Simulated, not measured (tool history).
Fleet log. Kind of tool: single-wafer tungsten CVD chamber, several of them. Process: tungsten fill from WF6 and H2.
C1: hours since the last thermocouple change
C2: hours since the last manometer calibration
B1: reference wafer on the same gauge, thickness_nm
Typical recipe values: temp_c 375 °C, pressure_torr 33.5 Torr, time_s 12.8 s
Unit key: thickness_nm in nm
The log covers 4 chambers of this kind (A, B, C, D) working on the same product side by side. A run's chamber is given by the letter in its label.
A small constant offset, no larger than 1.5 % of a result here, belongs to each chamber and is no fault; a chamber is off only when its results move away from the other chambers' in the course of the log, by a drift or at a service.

{"run": "1C", "day": 0.225, "temp_c": 375, "pressure_torr": 33.5, "time_s": 12.8, "C1": 1547.5, "C2": 2262.2, "B1": 20.701, "thickness_nm": 24.008}
{"run": "2D", "day": 0.433, "temp_c": 375, "pressure_torr": 33.5, "time_s": 12.8, "C1": 435.0, "C2": 802.8, "B1": 20.687, "thickness_nm": 24.252}
{"run": "3B", "day": 0.617, "temp_c": 375, "pressure_torr": 33.5, "time_s": 12.8, "C1": 624.8, "C2": 666.6, "B1": 20.718, "thickness_nm": 23.841}
{"run": "4A", "day": 0.804, "temp_c": 375, "pressure_torr": 33.5, "time_s": 12.8, "C1": 870.5, "C2": 1512.0, "B1": 20.709, "thickness_nm": 24.176}
{"run": "5C", "day": 0.971, "temp_c": 375, "pressure_torr": 33.5, "time_s": 12.8, "C1": 1565.4, "C2": 2280.1, "B1": 20.693, "thickness_nm": 23.949}
{"run": "6D", "day": 1.188, "temp_c": 375, "pressure_torr": 33.5, "time_s": 12.8, "C1": 453.1, "C2": 820.9, "B1": 20.682, "thickness_nm": 23.899}
{"run": "7B", "day": 1.35, "temp_c": 375, "pressure_torr": 33.5, "time_s": 12.8, "C1": 642.4, "C2": 684.2, "B1": 20.686, "thickness_nm": 23.878}
{"run": "8A", "day": 1.521, "temp_c": 375, "pressure_torr": 33.5, "time_s": 12.8, "C1": 887.7, "C2": 1529.2, "B1": 20.737, "thickness_nm": 24.232}
{"run": "9D", "day": 1.679, "temp_c": 375, "pressure_torr": 33.5, "time_s": 12.8, "C1": 464.9, "C2": 832.7, "B1": 20.723, "thickness_nm": 24.097}
{"run": "10A", "day": 1.85, "temp_c": 375, "pressure_torr": 33.5, "time_s": 12.8, "C1": 895.6, "C2": 1537.1, "B1": 20.69, "thickness_nm": 24.009}
{"run": "11B", "day": 1.988, "temp_c": 375, "pressure_torr": 38.1, "time_s": 12.8, "C1": 657.7, "C2": 699.5, "B1": 20.705, "thickness_nm": 25.509}
{"run": "12C", "day": 2.204, "temp_c": 375, "pressure_torr": 38.1, "time_s": 12.8, "C1": 1595.0, "C2": 2309.7, "B1": 20.698, "thickness_nm": 25.087}
{"run": "13B", "day": 2.329, "temp_c": 375, "pressure_torr": 38.1, "time_s": 12.8, "C1": 665.9, "C2": 707.7, "B1": 20.71, "thickness_nm": 25.344}
{"run": "14A", "day": 2.492, "temp_c": 375, "pressure_torr": 38.1, "time_s": 12.8, "C1": 911.0, "C2": 1552.5, "B1": 20.686, "thickness_nm": 25.698}
{"run": "15C", "day": 2.658, "temp_c": 375, "pressure_torr": 33.5, "time_s": 12.8, "C1": 1605.9, "C2": 2320.6, "B1": 20.704, "thickness_nm": 24.024}
{"run": "16D", "day": 2.825, "temp_c": 375, "pressure_torr": 33.5, "time_s": 12.8, "C1": 492.4, "C2": 860.2, "B1": 20.71, "thickness_nm": 24.112}
{"run": "17B", "day": 2.938, "temp_c": 375, "pressure_torr": 33.5, "time_s": 12.8, "C1": 680.5, "C2": 722.3, "B1": 20.716, "thickness_nm": 23.912}
{"run": "18C", "day": 3.088, "temp_c": 375, "pressure_torr": 33.5, "time_s": 12.8, "C1": 1616.2, "C2": 2330.9, "B1": 20.71, "thickness_nm": 23.861}
{"run": "19A", "day": 3.254, "temp_c": 375, "pressure_torr": 33.5, "time_s": 12.8, "C1": 929.3, "C2": 1570.8, "B1": 20.694, "thickness_nm": 24.137}
{"day": 3.312, "done": "chamber C: capacitance manometer re-zeroed and calibrated"}
{"run": "20D", "day": 3.362, "temp_c": 375, "pressure_torr": 25.7, "time_s": 14.0, "C1": 505.3, "C2": 873.1, "B1": 20.705, "thickness_nm": 23.21}
{"run": "21A", "day": 3.571, "temp_c": 375, "pressure_torr": 25.7, "time_s": 14.0, "C1": 936.9, "C2": 1578.4, "B1": 20.689, "thickness_nm": 23.377}
{"run": "22C", "day": 3.729, "temp_c": 375, "pressure_torr": 25.7, "time_s": 14.0, "C1": 1631.6, "C2": 10.0, "B1": 20.689, "thickness_nm": 23.897}
{"run": "23B", "day": 3.883, "temp_c": 375, "pressure_torr": 25.7, "time_s": 14.0, "C1": 703.2, "C2": 745.0, "B1": 20.669, "thickness_nm": 23.467}
{"run": "24D", "day": 4.125, "temp_c": 375, "pressure_torr": 33.5, "time_s": 12.8, "C1": 523.6, "C2": 891.4, "B1": 20.664, "thickness_nm": 24.138}
{"run": "25C", "day": 4.254, "temp_c": 375, "pressure_torr": 33.5, "time_s": 12.8, "C1": 1644.2, "C2": 22.6, "B1": 20.684, "thickness_nm": 24.752}
{"day": 4.275, "done": "chamber C: thermocouple changed; heater temperature recalibrated"}
{"day": 4.317, "done": "chamber A: capacitance manometer re-zeroed and calibrated"}
{"run": "26D", "day": 4.412, "temp_c": 375, "pressure_torr": 33.5, "time_s": 12.8, "C1": 530.5, "C2": 898.3, "B1": 20.702, "thickness_nm": 24.015}
{"run": "27A", "day": 4.604, "temp_c": 375, "pressure_torr": 33.5, "time_s": 12.8, "C1": 961.7, "C2": 7.0, "B1": 20.702, "thickness_nm": 24.188}
{"run": "28B", "day": 4.754, "temp_c": 375, "pressure_torr": 33.5, "time_s": 12.8, "C1": 724.1, "C2": 765.9, "B1": 20.682, "thickness_nm": 24.079}
{"run": "29D", "day": 4.971, "temp_c": 375, "pressure_torr": 33.5, "time_s": 12.8, "C1": 543.9, "C2": 911.7, "B1": 20.692, "thickness_nm": 24.135}
{"run": "30A", "day": 5.088, "temp_c": 375, "pressure_torr": 41.2, "time_s": 12.8, "C1": 973.3, "C2": 18.6, "B1": 20.717, "thickness_nm": 26.438}
{"run": "31B", "day": 5.196, "temp_c": 375, "pressure_torr": 41.2, "time_s": 12.8, "C1": 734.7, "C2": 776.5, "B1": 20.702, "thickness_nm": 26.435}
{"run": "32C", "day": 5.396, "temp_c": 375, "pressure_torr": 41.2, "time_s": 12.8, "C1": 26.9, "C2": 50.0, "B1": 20.694, "thickness_nm": 27.258}
{"run": "33B", "day": 5.512, "temp_c": 375, "pressure_torr": 41.2, "time_s": 12.8, "C1": 742.3, "C2": 784.1, "B1": 20.697, "thickness_nm": 26.492}
{"run": "34D", "day": 5.725, "temp_c": 375, "pressure_torr": 33.5, "time_s": 12.8, "C1": 562.0, "C2": 929.8, "B1": 20.665, "thickness_nm": 24.092}
{"run": "35C", "day": 5.858, "temp_c": 375, "pressure_torr": 33.5, "time_s": 10.8, "C1": 38.0, "C2": 61.1, "B1": 20.676, "thickness_nm": 20.733}
{"run": "36A", "day": 6.0, "temp_c": 375, "pressure_torr": 33.5, "time_s": 10.8, "C1": 995.2, "C2": 40.5, "B1": 20.697, "thickness_nm": 20.275}
{"run": "37B", "day": 6.208, "temp_c": 375, "pressure_torr": 33.5, "time_s": 10.8, "C1": 759.0, "C2": 800.8, "B1": 20.726, "thickness_nm": 20.362}
{"run": "38D", "day": 6.438, "temp_c": 375, "pressure_torr": 33.5, "time_s": 10.8, "C1": 579.1, "C2": 946.9, "B1": 20.685, "thickness_nm": 20.332}

Does one chamber stand apart from the rest, does the shared gauge drift, or is all well apart from small per-chamber offsets? Give the chamber and the most likely cause, where there is one.

Chamber C came out of a service off from its peers and stayed that way.
Most likely cause: true pressure above the setpoint (%) = 7.12.

Here are 4 candidates for chamber C's next run, each the usual settings with a change, their results left as question marks. Which one brings its results back in line with what the others give on the usual settings?
A result is in line if it is within this distance of the other chambers' mean on the usual settings: thickness_nm 0.410 nm
{"run": "39C-1", "day": 6.608, "temp_c": 373, "pressure_torr": 33.5, "time_s": 12.6, "thickness_nm": "?"}
{"run": "39C-2", "day": 6.608, "temp_c": 374, "pressure_torr": 33.3, "time_s": 12.7, "thickness_nm": "?"}
{"run": "39C-3", "day": 6.608, "temp_c": 377, "pressure_torr": 33.9, "time_s": 13.0, "thickness_nm": "?"}
{"run": "39C-4", "day": 6.608, "temp_c": 376, "pressure_torr": 33.7, "time_s": 12.8, "thickness_nm": "?"}

Mean of the other chambers on the usual settings: thickness_nm 24.079 nm
run=39C-1 thickness_nm=23.489
run=39C-2 thickness_nm=24.101
run=39C-3 thickness_nm=26.453
run=39C-4 thickness_nm=25.449
39C-2 puts the chamber back in line with the other chambers.
